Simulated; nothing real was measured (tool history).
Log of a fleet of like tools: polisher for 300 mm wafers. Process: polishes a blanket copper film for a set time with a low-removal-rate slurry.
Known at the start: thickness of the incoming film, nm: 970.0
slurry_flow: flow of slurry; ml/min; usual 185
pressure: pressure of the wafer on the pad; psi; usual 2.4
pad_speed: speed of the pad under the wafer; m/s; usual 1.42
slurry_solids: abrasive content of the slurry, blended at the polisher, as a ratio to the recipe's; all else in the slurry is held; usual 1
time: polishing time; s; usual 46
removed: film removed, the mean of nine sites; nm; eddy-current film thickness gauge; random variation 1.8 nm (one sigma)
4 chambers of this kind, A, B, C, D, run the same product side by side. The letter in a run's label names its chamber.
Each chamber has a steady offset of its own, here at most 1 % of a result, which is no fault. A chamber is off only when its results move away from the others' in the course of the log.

run	hour	slurry_flow	pressure	pad_speed	slurry_solids	time	wafers polished on this pad	hours since the slurry nozzle was cleaned	hours since the head pressure was calibrated	hours since the slurry blender was calibrated	removed
# hour 0.7: chamber A: head pressure recalibrated
1A	6.1	185	2.4	1.42	1	46	214	411.5	5.5	239.2	146.16
2C	11.0	185	2.4	1.42	1	46	211	387.2	875.2	236.5	146.56
3B	14.1	185	2.4	1.42	1	46	967	218.2	689.7	60.8	146.68
4D	20.5	185	2.4	1.42	1	46	1186	195.6	227.3	39.7	148.00
5D	24.6	185	2.4	1.42	1	46	1236	199.7	231.4	43.8	144.85
# hour 25.0: chamber B: worn pad replaced by a new one
# hour 29.7: chamber D: worn pad replaced by a new one
6B	30.9	185	2.4	1.42	1	46	72	235.0	706.5	77.6	147.19
7C	34.6	185	2.4	1.42	1	46	499	410.8	898.8	260.1	147.08
8A	41.0	185	2.4	1.42	1	46	639	446.4	40.4	274.1	146.92
# hour 44.8: chamber C: worn pad replaced by a new one
9D	46.9	210	2.4	1.86	1	46	210	222.0	253.7	66.1	195.76
# hour 48.8: chamber C: head pressure recalibrated
10A	52.1	210	2.4	1.86	1	46	775	457.5	51.5	285.2	195.61
# hour 53.8: chamber A: slurry nozzle cleaned
11B	57.2	210	2.4	1.86	1	46	393	261.3	732.8	103.9	197.54
12C	62.5	210	2.4	1.86	1	46	216	438.7	13.7	288.0	194.22
# hour 63.2: chamber B: head pressure recalibrated
13D	68.3	185	2.4	1.42	1	46	471	243.4	275.1	87.5	144.84
14A	72.5	160	2.4	1.42	1	46	1023	18.7	71.9	305.6	143.14
15C	77.3	160	2.4	1.42	1	46	396	453.5	28.5	302.8	144.85
16B	82.9	160	2.4	1.42	1	46	706	287.0	19.7	129.6	130.48
17A	86.8	160	2.4	1.42	1	46	1198	33.0	86.2	319.9	142.06
# hour 92.4: chamber C: worn pad replaced by a new one
18D	93.3	185	2.4	1.42	1	46	775	268.4	300.1	112.5	144.75
# hour 94.2: chamber A: worn pad replaced by a new one
19C	97.3	185	2.4	1.42	1	46	60	473.5	48.5	322.8	148.60
# hour 97.7: chamber D: head pressure recalibrated
20B	101.3	185	2.4	1.42	1	46	930	305.4	38.1	148.0	131.98
21B	105.4	185	2.4	1.42	1	46	980	309.5	42.2	152.1	129.33
22C	109.9	185	2.4	1.42	1	46	214	486.1	61.1	335.4	149.75
23D	115.0	185	2.4	1.42	1	46	1040	290.1	17.3	134.2	147.39
24A	119.2	185	2.4	1.42	1	46	305	65.4	118.6	352.3	146.28
25B	123.9	185	2.4	1.42	1	46	1206	328.0	60.7	170.6	133.57
26D	127.1	185	2.4	1.42	1	46	1188	302.2	29.4	146.3	147.47
27A	132.2	225	2.4	1.42	1	46	464	78.4	131.6	365.3	148.71
# hour 132.4: chamber D: worn pad replaced by a new one
28C	137.3	225	2.4	1.42	1	46	548	513.5	88.5	362.8	150.12
# hour 138.9: chamber C: worn pad replaced by a new one
29D	143.0	225	2.4	1.42	1	46	129	318.1	45.3	162.2	149.76
30C	146.4	225	2.4	1.42	1	46	91	522.6	97.6	371.9	147.30

All 4 chambers run these settings next. Forecast each chamber's results:
31A	151.3	185	2.4	1.42	1	46					?
31B	151.3	185	2.4	1.42	1	46					?
31C	151.3	185	2.4	1.42	1	46					?
31D	151.3	185	2.4	1.42	1	46					?

run	removed
31A	146.71
31B	132.96
31C	145.28
31D	143.59
